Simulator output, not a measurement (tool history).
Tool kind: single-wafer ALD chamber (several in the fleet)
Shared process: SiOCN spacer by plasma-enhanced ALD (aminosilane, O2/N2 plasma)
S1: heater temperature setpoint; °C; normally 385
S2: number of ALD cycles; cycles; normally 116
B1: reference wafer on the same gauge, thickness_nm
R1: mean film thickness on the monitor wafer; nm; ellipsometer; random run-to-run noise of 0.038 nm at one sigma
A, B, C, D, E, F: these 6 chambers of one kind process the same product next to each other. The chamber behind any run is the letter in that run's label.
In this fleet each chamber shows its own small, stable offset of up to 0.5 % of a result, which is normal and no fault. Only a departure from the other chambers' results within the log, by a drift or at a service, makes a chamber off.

run   hour   S1   S2      B1      R1
 1C    8.9  385  116   6.341  7.0497
 2D   16.5  385  116  6.3362   7.053
 3E   26.4  385  116   6.339  7.0457
 4B   36.3  385  116  6.3344  7.0342
 5A   47.7  375   95  6.3422  5.7411
 6F   54.9  375   95  6.3415  5.7011
 7E   63.7  375   95  6.3417  5.7517
 8B   72.6  375   95  6.3418  5.6614
 9D   77.9  375   95   6.342  5.7271
10C   84.9  375   95  6.3293  5.7458
11F   95.3  375  133  6.3448  8.0219
12A  100.4  375  133  6.3434  8.0219
13F  105.5  375  133  6.3311   7.998
14C  115.4  375  133  6.3421  8.0386
15D  120.6  375  133  6.3365  8.0288
16E  127.9  375  133  6.3385  7.9932
17A    136  385  116  6.3349  7.0106
18B  141.5  385  116  6.3281  6.9551
19F  148.2  385  116  6.3372  7.0296
20D  157.4  385  116  6.3325  6.9989
21C  165.1  385  116  6.3315    7.02
22A  170.2  385  116  6.3405   6.973
23B  177.4  385  116  6.3422  7.0024
24E  185.4  385  116  6.3376  7.0685
25D  196.6  385  116  6.3379  7.0169
26F    203  385  116  6.3392  7.0346
27C  211.3  385  116  6.3306  7.0357
28B  218.6  379  137  6.3335  8.2629
29E  225.7  379  137   6.333  8.2459
30A  232.7  379  137  6.3321  8.2882
31B  243.3  379  137  6.3423  8.3012
32A  250.6  379  137  6.3381  8.2701
33F  261.9  379  137  6.3338  8.3081
34E  272.6  385  116  6.3467  6.9757
35D  277.7  385  116  6.3428  6.9878
36C  286.1  385  116  6.3413  7.0146
37E  292.7  385  116  6.3397  6.9875
38B  302.1  385  116  6.3379  7.0089
39F  312.6  385  116  6.3369  7.0818
40A  322.9  385  116  6.3412  7.0027
41D  330.5  385  116  6.3428  7.0156
42C    336  385  116  6.3396  7.0198

Decide between three cases: one chamber stands off from its peers, the gauge reading all wafers drifts, or nothing is wrong past each chamber's small offset. Where a chamber is off, say which and what most likely put it there.

The fleet is healthy, with each chamber sitting at its usual small offset and no drift in the gauge.

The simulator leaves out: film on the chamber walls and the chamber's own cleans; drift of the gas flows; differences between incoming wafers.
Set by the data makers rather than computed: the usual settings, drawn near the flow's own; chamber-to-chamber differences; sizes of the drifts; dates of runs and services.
